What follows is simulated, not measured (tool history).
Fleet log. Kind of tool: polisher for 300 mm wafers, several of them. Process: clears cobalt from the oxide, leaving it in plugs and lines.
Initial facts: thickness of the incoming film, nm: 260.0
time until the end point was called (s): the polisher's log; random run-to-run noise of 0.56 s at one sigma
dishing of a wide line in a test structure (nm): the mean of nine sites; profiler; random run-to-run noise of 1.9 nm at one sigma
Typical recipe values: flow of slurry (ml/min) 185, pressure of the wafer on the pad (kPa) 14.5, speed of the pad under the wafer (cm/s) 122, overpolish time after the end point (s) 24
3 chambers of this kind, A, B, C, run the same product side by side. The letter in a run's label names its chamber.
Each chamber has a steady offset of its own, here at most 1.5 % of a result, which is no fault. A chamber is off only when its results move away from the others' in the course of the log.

run,hour,flow of slurry (ml/min),pressure of the wafer on the pad (kPa),speed of the pad under the wafer (cm/s),overpolish time after the end point (s),time until the end point was called (s),dishing of a wide line in a test structure (nm)
1A,2.8,185,14.5,122,24,41.995,74.987
2C,7.4,185,14.5,122,24,43.081,72.619
3B,10.3,185,14.5,122,24,43.562,74.972
4B,14.2,185,14.5,122,24,43.448,72.265
5A,17.1,185,14.5,122,24,42.521,75.774
6C,19.1,185,14.5,122,24,43.136,76.142
7B,21.4,185,14.5,122,24,43.703,74.984
8C,23.5,220,18.6,122,24,31.889,80.567
9A,26.8,220,18.6,122,24,32.087,82.573
10A,31.5,220,18.6,122,24,32.229,81.504
11B,34.0,185,14.5,122,24,43.151,72.777
# hour 34.3: chamber B: slurry nozzle cleaned
12C,38.1,185,17.2,122,14,35.412,63.019
13C,42.8,185,17.2,122,14,36.077,62.871
14B,46.6,185,17.2,122,14,35.694,63.429
15A,50.8,185,14.5,122,24,42.172,73.592
16C,55.2,185,14.5,122,24,42.359,76.254
# hour 56.2: chamber C: worn pad replaced by a new one
17B,57.7,185,14.5,122,18,43.214,65.517
18A,61.9,185,14.5,122,18,42.472,61.486
19C,65.3,185,14.5,122,18,42.788,65.924
20A,68.4,185,14.5,122,24,41.954,76.504
21B,70.9,185,14.5,122,24,43.857,75.387
22A,73.8,185,14.5,122,24,43.060,78.188
# hour 75.3: chamber C: slurry nozzle cleaned
23C,75.9,185,14.5,122,24,41.771,75.582
24B,78.8,185,14.5,122,24,43.025,74.118
25B,80.9,185,14.5,122,24,44.848,71.576
26C,83.4,185,14.5,122,24,42.262,72.149
27A,86.4,185,14.5,122,24,42.210,77.697
28C,90.4,185,12.4,122,24,50.147,72.001
29A,94.4,185,12.4,122,24,48.944,71.508
30B,97.5,185,12.4,122,24,52.446,67.848
31A,101.8,185,14.5,122,24,41.261,72.480
32B,106.1,185,14.5,122,24,46.229,70.452
33C,108.5,185,17.2,122,24,35.290,80.046
34A,112.6,185,17.2,122,24,35.236,83.747
35C,115.4,185,17.2,122,24,34.823,82.865
36B,118.8,185,14.5,122,24,47.046,73.937
37A,123.4,185,14.5,122,24,41.209,75.944
38B,127.7,185,14.5,122,24,46.036,72.140

The same settings go to every chamber for the next run, one line per chamber below. Forecast the results for each:
39A,131.1,185,16.5,122,24,?,?
39B,131.1,185,16.5,122,24,?,?
39C,131.1,185,16.5,122,24,?,?

run,time until the end point was called (s),dishing of a wide line in a test structure (nm)
39A,36.382,80.852
39B,42.320,73.778
39C,36.534,79.536
